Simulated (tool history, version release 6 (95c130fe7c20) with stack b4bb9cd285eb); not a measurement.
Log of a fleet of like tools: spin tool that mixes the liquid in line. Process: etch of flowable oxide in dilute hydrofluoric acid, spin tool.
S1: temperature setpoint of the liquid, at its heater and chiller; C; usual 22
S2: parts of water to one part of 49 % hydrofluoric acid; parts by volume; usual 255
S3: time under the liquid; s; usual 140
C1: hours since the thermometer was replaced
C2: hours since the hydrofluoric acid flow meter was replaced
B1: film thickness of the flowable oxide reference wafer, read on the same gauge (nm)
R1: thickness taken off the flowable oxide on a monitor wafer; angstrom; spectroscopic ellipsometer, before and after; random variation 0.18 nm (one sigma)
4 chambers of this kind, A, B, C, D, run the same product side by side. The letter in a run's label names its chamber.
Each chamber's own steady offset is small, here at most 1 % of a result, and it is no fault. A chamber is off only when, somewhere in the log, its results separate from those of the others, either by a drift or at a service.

{"run": "1C", "hour": 5.0, "S1": 22, "S2": 255, "S3": 140, "C1": 288.3, "C2": 995.5, "B1": 29.997, "R1": 194.43}
{"run": "2B", "hour": 9.3, "S1": 22, "S2": 255, "S3": 140, "C1": 147.6, "C2": 517.8, "B1": 30.016, "R1": 195.85}
{"run": "3D", "hour": 13.6, "S1": 22, "S2": 255, "S3": 140, "C1": 722.6, "C2": 68.7, "B1": 29.983, "R1": 195.23}
{"run": "4A", "hour": 16.8, "S1": 22, "S2": 255, "S3": 140, "C1": 1457.8, "C2": 217, "B1": 30.015, "R1": 193.84}
{"run": "5B", "hour": 20.8, "S1": 22, "S2": 255, "S3": 140, "C1": 159.1, "C2": 529.3, "B1": 30.013, "R1": 193.31}
{"run": "6A", "hour": 24.0, "S1": 22, "S2": 255, "S3": 140, "C1": 1465, "C2": 224.2, "B1": 30.033, "R1": 196.29}
{"run": "7C", "hour": 27.5, "S1": 17.5, "S2": 135, "S3": 140, "C1": 310.8, "C2": 1018, "B1": 29.976, "R1": 340.68}
{"run": "8D", "hour": 33.6, "S1": 17.5, "S2": 135, "S3": 140, "C1": 742.6, "C2": 88.7, "B1": 29.93, "R1": 339.1}
{"run": "9D", "hour": 38.8, "S1": 17.5, "S2": 135, "S3": 140, "C1": 747.8, "C2": 93.9, "B1": 30.048, "R1": 342.47}
{"run": "10A", "hour": 43.5, "S1": 17.5, "S2": 135, "S3": 140, "C1": 1484.5, "C2": 243.7, "B1": 30.042, "R1": 343.17}
{"run": "11B", "hour": 47.5, "S1": 22, "S2": 255, "S3": 140, "C1": 185.8, "C2": 556, "B1": 30.007, "R1": 195.11}
{"run": "12C", "hour": 50.6, "S1": 25.5, "S2": 255, "S3": 85, "C1": 333.9, "C2": 1041.1, "B1": 30.009, "R1": 134.34}
{"run": "13A", "hour": 57.0, "S1": 25.5, "S2": 255, "S3": 85, "C1": 1498, "C2": 257.2, "B1": 29.99, "R1": 133.56}
{"run": "14C", "hour": 61.8, "S1": 25.5, "S2": 255, "S3": 85, "C1": 345.1, "C2": 1052.3, "B1": 29.987, "R1": 135.1}
{"run": "15D", "hour": 65.2, "S1": 25.5, "S2": 255, "S3": 85, "C1": 774.2, "C2": 120.3, "B1": 29.951, "R1": 135.25}
{"run": "16B", "hour": 70.8, "S1": 19, "S2": 255, "S3": 140, "C1": 209.1, "C2": 579.3, "B1": 30.003, "R1": 172.75}
{"run": "17B", "hour": 76.6, "S1": 19, "S2": 255, "S3": 140, "C1": 214.9, "C2": 585.1, "B1": 29.997, "R1": 173.83}
{"run": "18A", "hour": 81.4, "S1": 19, "S2": 255, "S3": 140, "C1": 1522.4, "C2": 281.6, "B1": 30.039, "R1": 176.12}
{"run": "19D", "hour": 86.0, "S1": 19, "S2": 255, "S3": 140, "C1": 795, "C2": 141.1, "B1": 30.023, "R1": 172.72}
{"run": "20C", "hour": 89.5, "S1": 22, "S2": 255, "S3": 140, "C1": 372.8, "C2": 1080, "B1": 30.006, "R1": 192.07}
{"run": "21B", "hour": 95.0, "S1": 22, "S2": 255, "S3": 140, "C1": 233.3, "C2": 603.5, "B1": 30.034, "R1": 192.34}
{"run": "22A", "hour": 98.4, "S1": 22, "S2": 255, "S3": 140, "C1": 1539.4, "C2": 298.6, "B1": 30.019, "R1": 192.29}
{"run": "23D", "hour": 104.4, "S1": 22, "S2": 255, "S3": 140, "C1": 813.4, "C2": 159.5, "B1": 29.982, "R1": 193.86}
{"run": "24C", "hour": 110.1, "S1": 22, "S2": 140, "S3": 140, "C1": 393.4, "C2": 1100.6, "B1": 29.948, "R1": 380}
{"run": "25A", "hour": 115.9, "S1": 22, "S2": 140, "S3": 140, "C1": 1556.9, "C2": 316.1, "B1": 29.994, "R1": 394.36}
{"run": "26D", "hour": 121.8, "S1": 22, "S2": 140, "S3": 140, "C1": 830.8, "C2": 176.9, "B1": 30.03, "R1": 395.33}
{"run": "27B", "hour": 125.8, "S1": 22, "S2": 140, "S3": 140, "C1": 264.1, "C2": 634.3, "B1": 29.998, "R1": 403.71}
{"run": "28C", "hour": 129.2, "S1": 22, "S2": 255, "S3": 140, "C1": 412.5, "C2": 1119.7, "B1": 29.991, "R1": 186.12}
{"run": "29D", "hour": 133.3, "S1": 22, "S2": 255, "S3": 140, "C1": 842.3, "C2": 188.4, "B1": 29.994, "R1": 193.55}
{"run": "30C", "hour": 139.5, "S1": 22, "S2": 255, "S3": 140, "C1": 422.8, "C2": 1130, "B1": 30.016, "R1": 183.18}
{"run": "31A", "hour": 144.4, "S1": 22, "S2": 255, "S3": 140, "C1": 1585.4, "C2": 344.6, "B1": 30.035, "R1": 197.22}
{"run": "32B", "hour": 149.2, "S1": 22, "S2": 255, "S3": 140, "C1": 287.5, "C2": 657.7, "B1": 29.984, "R1": 188.45}
{"run": "33B", "hour": 154.3, "S1": 22, "S2": 255, "S3": 140, "C1": 292.6, "C2": 662.8, "B1": 30.011, "R1": 191.79}
{"hour": 155.8, "done": "chamber A: thermometer replaced"}
{"run": "34D", "hour": 160.4, "S1": 22, "S2": 255, "S3": 140, "C1": 869.4, "C2": 215.5, "B1": 29.945, "R1": 194.64}
{"run": "35C", "hour": 166.0, "S1": 22, "S2": 255, "S3": 140, "C1": 449.3, "C2": 1156.5, "B1": 29.989, "R1": 177.83}
{"run": "36A", "hour": 169.6, "S1": 22, "S2": 255, "S3": 140, "C1": 13.9, "C2": 369.8, "B1": 29.993, "R1": 193.58}
{"run": "37A", "hour": 174.5, "S1": 22, "S2": 255, "S3": 140, "C1": 18.8, "C2": 374.7, "B1": 30.051, "R1": 194.75}
{"run": "38B", "hour": 177.4, "S1": 22, "S2": 255, "S3": 140, "C1": 315.7, "C2": 685.9, "B1": 29.982, "R1": 190.03}
{"run": "39D", "hour": 183.0, "S1": 18.5, "S2": 255, "S3": 140, "C1": 892, "C2": 238.1, "B1": 29.968, "R1": 168.81}
{"run": "40C", "hour": 186.1, "S1": 18.5, "S2": 255, "S3": 140, "C1": 469.4, "C2": 1176.6, "B1": 29.99, "R1": 154.25}
{"run": "41B", "hour": 191.9, "S1": 18.5, "S2": 255, "S3": 140, "C1": 330.2, "C2": 700.4, "B1": 29.984, "R1": 167.52}

One chamber off, gauge drift, or nothing amiss beyond the chambers' own small offsets? If it is a chamber, which one, and what is the likeliest cause?

Chamber C drifts away from the others.
Most likely cause: hydrofluoric acid flow below the setpoint (%) = 9.37.

Which of the 4 candidates below, each the usual settings with something changed and its results left as question marks, puts chamber C back in line with what the other chambers give on the usual settings?
In line here means within this much of the mean the other chambers give on the usual settings: R1 6.3 angstrom
{"run": "42C-1", "hour": 196.5, "S1": 22, "S2": 250, "S3": 145, "R1": "?"}
{"run": "42C-2", "hour": 196.5, "S1": 22, "S2": 255, "S3": 125, "R1": "?"}
{"run": "42C-3", "hour": 196.5, "S1": 20.5, "S2": 255, "S3": 140, "R1": "?"}
{"run": "42C-4", "hour": 196.5, "S1": 25, "S2": 255, "S3": 140, "R1": "?"}

Usual-settings mean across the other chambers: R1 193.51 angstrom
run=42C-1 R1=184.11
run=42C-2 R1=154.85
run=42C-3 R1=164.23
run=42C-4 R1=192.79
The answer is 42C-4, which returns the chamber to within the allowed miss of the others.
